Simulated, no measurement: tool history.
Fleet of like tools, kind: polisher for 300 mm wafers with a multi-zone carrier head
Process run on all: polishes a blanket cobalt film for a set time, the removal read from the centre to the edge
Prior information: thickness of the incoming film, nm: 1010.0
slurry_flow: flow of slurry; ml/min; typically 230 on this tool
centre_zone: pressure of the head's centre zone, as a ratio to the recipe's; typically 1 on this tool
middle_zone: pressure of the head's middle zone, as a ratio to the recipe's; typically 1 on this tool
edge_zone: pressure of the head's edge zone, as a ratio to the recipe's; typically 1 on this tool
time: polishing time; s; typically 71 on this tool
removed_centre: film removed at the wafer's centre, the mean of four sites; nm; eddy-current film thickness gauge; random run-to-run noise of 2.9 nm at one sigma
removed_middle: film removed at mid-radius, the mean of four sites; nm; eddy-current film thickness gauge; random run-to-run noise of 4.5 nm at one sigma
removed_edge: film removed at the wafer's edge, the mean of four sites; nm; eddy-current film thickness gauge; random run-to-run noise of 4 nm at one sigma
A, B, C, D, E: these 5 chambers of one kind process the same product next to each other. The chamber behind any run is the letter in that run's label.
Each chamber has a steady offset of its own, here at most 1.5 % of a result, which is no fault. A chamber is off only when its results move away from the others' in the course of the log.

run   hour  slurry_flow  centre_zone  middle_zone  edge_zone  time  wafers polished on this pad  hours since the slurry nozzle was cleaned  hours since the centre zone pressure was calibrated  hours since the edge zone pressure was calibrated  removed_centre  removed_middle  removed_edge
 1C    7.4          230            1            1          1    71                          255                                      238.4                                                554.2                                              485.1          392.63          393.79         393.1
 2A   15.9          230            1            1          1    71                         1047                                      388.1                                                  502                                              706.2          398.08          396.26        389.56
      19.4  -- chamber E: slurry nozzle cleaned
      24.3  -- chamber A: worn pad replaced by a new one
 3D   26.1          230            1            1          1    71                         1456                                       32.4                                                534.4                                              605.9          392.55          394.71        400.43
      27.2  -- chamber D: worn pad replaced by a new one
 4E   31.2          230            1            1          1    71                          930                                       11.8                                                464.5                                              359.5          395.11          386.78        386.76
 5B   41.6          230            1            1          1    71                          523                                      293.8                                                270.1                                               98.4          400.44          404.33        399.89
      42.3  -- chamber E: worn pad replaced by a new one
      44.8  -- chamber C: worn pad replaced by a new one
 6D   48.4          230            1            1          1    71                          256                                       54.7                                                556.7                                              628.2          393.41          404.42        402.12
 7B     59          230            1            1          1    71                          733                                      311.2                                                287.5                                              115.8          399.37          392.89         404.3
 8E   68.9          230            1            1          1    71                          321                                       49.5                                                502.2                                              397.2          389.62          386.19        396.72
      71.8  -- chamber A: edge zone pressure recalibrated
 9A   76.3          230            1            1          1    71                          628                                      448.5                                                562.4                                                4.6          404.13          397.15        398.84
        77  -- chamber A: slurry nozzle cleaned
      79.2  -- chamber E: edge zone pressure recalibrated
      81.1  -- chamber B: worn pad replaced by a new one
10C     86          300            1         1.08          1    71                          498                                        317                                                632.8                                              563.7          410.97          439.22        405.82
11B   93.1          300            1         1.08          1    71                          145                                      345.3                                                321.6                                              149.9          411.06          439.36        405.25
     100.1  -- chamber C: worn pad replaced by a new one
12D  103.4          300            1         1.08          1    71                          919                                      109.7                                                611.7                                              683.2          404.86           443.4        416.33
13C  108.1          300            1         1.08          1    71                           96                                      339.1                                                654.9                                              585.8          408.01          424.32        411.45
     111.9  -- chamber A: worn pad replaced by a new one
14A  112.7          300            1         1.08          1    71                           10                                       35.8                                                598.8                                                 41          411.84          433.27         394.1
15E  118.6          230            1            1          1    71                          920                                       99.2                                                551.9                                               39.5          397.61          391.22         396.6
     120.1  -- chamber B: centre zone pressure recalibrated
16D  125.9          230            1            1          1    71                         1191                                      132.2                                                634.2                                              705.7          397.86          409.75        402.33
17C    134          230            1         0.92       1.07    71                          409                                        365                                                680.8                                              611.7           392.1          358.75        414.01
     136.7  -- chamber E: worn pad replaced by a new one
     138.1  -- chamber D: worn pad replaced by a new one
18E  140.1          230            1         0.92       1.07    71                           41                                      120.7                                                573.4                                                 61          401.86          367.96           412
     142.5  -- chamber E: centre zone pressure recalibrated
19B  147.8          230            1         0.92       1.07    71                          805                                        400                                                 27.7                                              204.6          400.61          369.29        417.53
     149.5  -- chamber C: worn pad replaced by a new one
20A  156.6          230            1         0.92       1.07    71                          539                                       79.7                                                642.7                                               84.9          399.35          365.01        411.26
21C    167          230            1         0.92       1.07    71                          211                                        398                                                713.8                                              644.7           396.7          366.19        412.41
     171.5  -- chamber B: worn pad replaced by a new one
22B  173.6          230            1         0.94          1    88                           25                                      425.8                                                 53.5                                              230.4          493.19          465.94        497.57
23A  179.4          230            1         0.94          1    88                          815                                      102.5                                                665.5                                              107.7           490.7          466.09        483.78
24E  189.6          230            1         0.94          1    88                          639                                      170.2                                                 47.1                                              110.5          540.72          461.28        498.09
     193.7  -- chamber A: centre zone pressure recalibrated
25D  196.5          230            1         0.94          1    88                          705                                      202.8                                                704.8                                              776.3          487.82          468.64        501.01
     201.8  -- chamber C: worn pad replaced by a new one
26C  205.4          230            1         0.94          1    88                           44                                      436.4                                                752.2                                              683.1          486.17          459.22        487.39
27D    214          230            1            1          1    71                          916                                      220.3                                                722.3                                              793.8          400.07          407.55        401.45
     219.9  -- chamber A: worn pad replaced by a new one
28E  222.1          230            1            1          1    71                         1031                                      202.7                                                 79.6                                                143          436.54          401.93        398.63
     224.4  -- chamber E: worn pad replaced by a new one
29B  228.7          230            1            1          1    71                          690                                      480.9                                                108.6                                              285.5           400.9          401.41        396.75
30A    236          200            1            1          1    71                          194                                      159.1                                                 42.4                                              164.3          390.15          389.75        393.81
31C    244          200            1            1          1    71                          510                                        475                                                790.8                                              721.7          387.71          385.84        385.18
32D  249.5          200            1            1          1    71                         1345                                      255.8                                                757.8                                              829.3          381.58          392.48        400.51
     251.4  -- chamber B: worn pad replaced by a new one
33A  256.1          200            1            1          1    71                          437                                      179.2                                                 62.5                                              184.4          386.62             391        388.63
34B  264.7          200            1            1          1    71                          161                                      516.9                                                144.6                                              321.5          389.77          392.51        390.55
35E  271.6          160            1            1          1    71                          570                                      252.2                                                129.1                                              192.5           405.2          374.13        379.78

Which is it: a chamber that has drifted or been left off by a service, a gauge drift common to all chambers, or only each chamber's usual small offset? If a chamber is off, name it and its likeliest cause.

The work done on chamber E during a service left it standing apart from the others.
Cause: centre zone's pressure above its setpoint, % = 9.19.

Below are 4 candidate recipes for chamber E's next run, each the usual settings with a change, their results shown as question marks. Which of them brings E's results back in line with what the other chambers give on the usual settings?
Allowed miss from the other chambers' usual-settings mean, per result, to count as in line: removed_centre 10 nm; removed_middle 16 nm; removed_edge 14 nm
36E-1  279.2          225         0.92         1.01       1.03    71                                                                                                                                                                                               ?               ?             ?
36E-2  279.2          220         0.87         1.02       1.05    71                                                                                                                                                                                               ?               ?             ?
36E-3  279.2          240         1.14         0.98       0.95    72                                                                                                                                                                                               ?               ?             ?
36E-4  279.2          235         1.08         0.99       0.97    71                                                                                                                                                                                               ?               ?             ?

What the other chambers average on the usual settings: removed_centre 396.71 nm; removed_middle 397.34 nm; removed_edge 398.28 nm
  run  removed_centre  removed_middle  removed_edge
36E-1          395.07          397.47         401.7
36E-2          369.98          400.04        404.87
36E-3          511.79          394.67        393.15
36E-4          474.41          391.98        391.03
Change 36E-1 lands the chamber within the allowed miss of the other chambers.
